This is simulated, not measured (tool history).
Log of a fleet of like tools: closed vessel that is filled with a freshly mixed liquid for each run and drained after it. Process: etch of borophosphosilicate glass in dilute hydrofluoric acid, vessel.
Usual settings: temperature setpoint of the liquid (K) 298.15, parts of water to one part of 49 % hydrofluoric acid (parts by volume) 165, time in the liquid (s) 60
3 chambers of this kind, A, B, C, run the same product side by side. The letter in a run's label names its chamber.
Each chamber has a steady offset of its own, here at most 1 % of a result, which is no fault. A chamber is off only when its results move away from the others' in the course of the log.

run,hour,temperature setpoint of the liquid (K),parts of water to one part of 49 % hydrofluoric acid (parts by volume),time in the liquid (s),"read-back film thickness of the borophosphosilicate glass reference wafer, read on the same gauge (nm)",thickness taken off the borophosphosilicate glass on a monitor wafer (angstrom)
1C,14.3,298.15,165,60,50.018,102.170
2B,27.5,298.15,165,60,50.009,100.990
3A,39.3,298.15,165,60,49.994,101.810
4B,48.8,298.15,165,60,49.997,100.480
5A,55.8,298.15,165,60,50.003,102.280
6C,68.2,298.15,165,35,49.997,59.298
7A,79.8,298.15,165,35,50.004,59.460
8B,87.1,298.15,165,35,49.981,59.328
9C,97.1,298.15,165,60,49.994,101.210
10B,108.4,298.15,165,60,49.995,100.700
11C,122.3,298.15,165,60,50.005,101.000
12A,137.6,298.15,165,60,49.996,103.090
13A,150.3,298.15,165,60,50.003,103.520
14B,162.3,298.15,165,60,50.010,101.230
15C,172.3,298.15,165,60,50.012,101.120
16A,181.8,298.15,225,60,50.003,72.026
17B,194.6,298.15,225,60,49.991,69.295
18C,203.2,298.15,225,60,49.996,69.676
19C,217.9,298.15,195,75,49.978,103.620
20A,227.2,298.15,195,75,49.991,108.700

What goes on in this fleet: one chamber off, a drifting gauge, or nothing beyond the chambers' own small offsets? Name the chamber and the cause, if any.

Chamber A drifts away from the others.
Cause: liquid hotter than its thermometer reads (K) = 1.17.
The log may not tell that from: hydrofluoric acid flow above the setpoint (%).

Here are 4 candidates for chamber A's next run, each the usual settings with a change, their results left as question marks. Which one brings its results back in line with what the others give on the usual settings?
In line means no further than this from the other chambers' mean on the usual settings: thickness taken off the borophosphosilicate glass on a monitor wafer (angstrom) 1.200
21A-1,238.9,296.65,165,60,,?
21A-2,238.9,298.65,165,65,,?
21A-3,238.9,298.15,180,60,,?
21A-4,238.9,299.65,165,60,,?

The other chambers' mean on the usual settings: thickness taken off the borophosphosilicate glass on a monitor wafer (angstrom) 101.200
run,thickness taken off the borophosphosilicate glass on a monitor wafer (angstrom)
21A-1,100.820
21A-2,117.520
21A-3,96.067
21A-4,112.440
21A-1 brings the chamber back in line.
